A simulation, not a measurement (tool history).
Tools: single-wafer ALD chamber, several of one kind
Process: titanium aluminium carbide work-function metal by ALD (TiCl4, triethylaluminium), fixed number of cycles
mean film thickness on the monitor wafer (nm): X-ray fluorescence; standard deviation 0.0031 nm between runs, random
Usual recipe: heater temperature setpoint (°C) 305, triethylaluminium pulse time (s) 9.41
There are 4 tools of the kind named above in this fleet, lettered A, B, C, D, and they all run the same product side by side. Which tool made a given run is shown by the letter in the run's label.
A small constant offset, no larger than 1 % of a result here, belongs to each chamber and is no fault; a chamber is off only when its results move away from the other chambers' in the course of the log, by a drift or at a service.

run	hour	heater temperature setpoint (°C)	triethylaluminium pulse time (s)	read-back reference wafer on the same gauge, thickness_nm	mean film thickness on the monitor wafer (nm)
# hour 9.6: chamber C: triethylaluminium bottle replaced
1B	10.3	305	9.41	2.3101	2.0415
2A	22	305	9.41	2.3108	2.019
3D	31.2	305	9.41	2.311	2.0273
4C	45	305	9.41	2.3121	2.0184
5C	51.2	305	9.41	2.3136	2.0201
6B	59.8	305	9.41	2.3128	2.0466
7A	70.2	305	9.41	2.3129	2.0188
# hour 80: chamber B: thermocouple changed; heater temperature recalibrated
8D	82	305	9.41	2.3135	2.0321
9B	92.3	305	9.41	2.3151	2.0527
10A	101.7	305	9.41	2.3155	2.0187
11C	114.8	305	9.41	2.3153	2.0258
12D	124.4	305	9.41	2.3153	2.0319
13C	132.3	298	9.41	2.3157	1.9689
# hour 136.2: chamber D: triethylaluminium bottle replaced
14B	139.9	298	9.41	2.3179	1.9844
15A	153.1	298	9.41	2.3181	1.9638
16D	166.1	298	9.41	2.3178	1.9748
17B	173	305	9.41	2.3191	2.0436
# hour 173.6: chamber A: thermocouple changed; heater temperature recalibrated
18A	181.1	305	9.41	2.319	2.0259
19D	191.1	305	9.41	2.319	2.0352
20C	200	305	9.41	2.3191	2.0238
21B	208.2	305	9.41	2.3191	2.0476
22C	217.1	295	11.21	2.3197	1.9753
23A	225.9	295	11.21	2.3206	1.9768
24D	238.5	295	11.21	2.3213	1.9932
# hour 243.2: chamber A: triethylaluminium bottle replaced
25D	244.7	295	11.21	2.3214	1.9944
26B	255.9	305	9.41	2.3217	2.0532
27C	269.9	305	9.41	2.3227	2.027
28A	282.3	305	9.41	2.3229	2.0279
29C	295.7	305	9.41	2.3234	2.0314

Is one chamber off against the others, does the gauge drift, or is nothing wrong? If a chamber is off, say which, and what the likeliest cause is.

None of the chambers is off. What moves is the gauge, dragging all their readings along together.
Cause: gauge reads high (%) = 0.634.
